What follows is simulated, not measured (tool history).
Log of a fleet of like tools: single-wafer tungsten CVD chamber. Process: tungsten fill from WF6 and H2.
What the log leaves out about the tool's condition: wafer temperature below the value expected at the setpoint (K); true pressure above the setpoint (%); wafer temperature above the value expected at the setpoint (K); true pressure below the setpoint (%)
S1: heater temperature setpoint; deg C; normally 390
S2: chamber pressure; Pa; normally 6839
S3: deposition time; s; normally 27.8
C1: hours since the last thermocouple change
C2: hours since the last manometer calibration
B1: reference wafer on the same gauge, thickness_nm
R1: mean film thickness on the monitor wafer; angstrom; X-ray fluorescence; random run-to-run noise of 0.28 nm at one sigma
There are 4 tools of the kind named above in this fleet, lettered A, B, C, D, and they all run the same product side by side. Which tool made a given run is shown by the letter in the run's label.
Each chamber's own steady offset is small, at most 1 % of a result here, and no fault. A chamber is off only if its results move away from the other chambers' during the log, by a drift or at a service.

run   hour   S1    S2    S3      C1      C2      B1       R1
 1A    6.6  390  6839  27.8  1008.8   229.7  91.634   851.72
 2D   19.7  390  6839  27.8  1104.5  2363.9  91.573   864.87
 3B   27.9  390  6839  27.8  1024.7   479.1  91.607   854.38
 4C   37.6  390  6839  27.8   326.4   580.1  91.713   861.93
 5D   44.9  390  6839  27.8  1129.7  2389.1  91.535   868.42
 6A   51.4  390  6839  27.8  1053.6   274.5  91.668   852.92
 7C   65.5  397  6839  31.1   354.3   608.0  91.490  1092.20
 8B   75.8  397  6839  31.1  1072.6   527.0  91.645  1086.60
 9B   86.4  397  6839  31.1  1083.2   537.6  91.652  1089.30
10C   99.0  397  6839  31.1   387.8   641.5  91.632  1096.20
11D  106.6  390  6839  27.8  1191.4  2450.8  91.604   862.99
12A  114.6  390  6839  27.8  1116.8   337.7  91.585   857.88
13B  128.2  390  6839  27.8  1125.0   579.4  91.638   851.88
14A  140.5  390  6839  27.8  1142.7   363.6  91.551   850.09
15C  154.6  390  6839  27.8   443.4   697.1  91.583   861.37
16D  163.8  390  6839  27.8  1248.6  2508.0  91.597   866.06
17A  173.5  390  6839  27.8  1175.7   396.6  91.606   853.50
18B  183.5  390  6839  27.8  1180.3   634.7  91.575   855.27
19D  192.0  390  6839  27.8  1276.8  2536.2  91.586   867.00
20C  204.7  390  5866  27.8   493.5   747.2  91.689   800.96
21B  218.4  390  5866  27.8  1215.2   669.6  91.590   790.96
22A  226.0  390  5866  27.8  1228.2   449.1  91.567   798.20
23D  235.3  390  5866  27.8  1320.1  2579.5  91.576   805.52
24C  243.4  390  6839  27.8   532.2   785.9  91.615   860.90
     244.7  -- chamber D: capacitance manometer re-zeroed and calibrated
25A  257.8  390  6839  27.8  1260.0   480.9  91.560   850.85
26C  264.7  390  6839  27.8   553.5   807.2  91.571   860.62
27B  278.1  383  6839  30.3  1274.9   729.3  91.587   812.76
28D  289.9  383  6839  30.3  1374.7    45.2  91.664   816.31
29C  300.9  383  6839  30.3   589.7   843.4  91.557   814.74
30B  307.7  383  6839  30.3  1304.5   758.9  91.594   807.05

All chambers now run identical settings, listed one chamber a line with results as question marks. What results will each chamber show?
31A  318.2  390  5906  27.8               ?
31B  318.2  390  5906  27.8               ?
31C  318.2  390  5906  27.8               ?
31D  318.2  390  5906  27.8               ?

run      R1
31A  797.91
31B  797.98
31C  801.55
31D  804.94

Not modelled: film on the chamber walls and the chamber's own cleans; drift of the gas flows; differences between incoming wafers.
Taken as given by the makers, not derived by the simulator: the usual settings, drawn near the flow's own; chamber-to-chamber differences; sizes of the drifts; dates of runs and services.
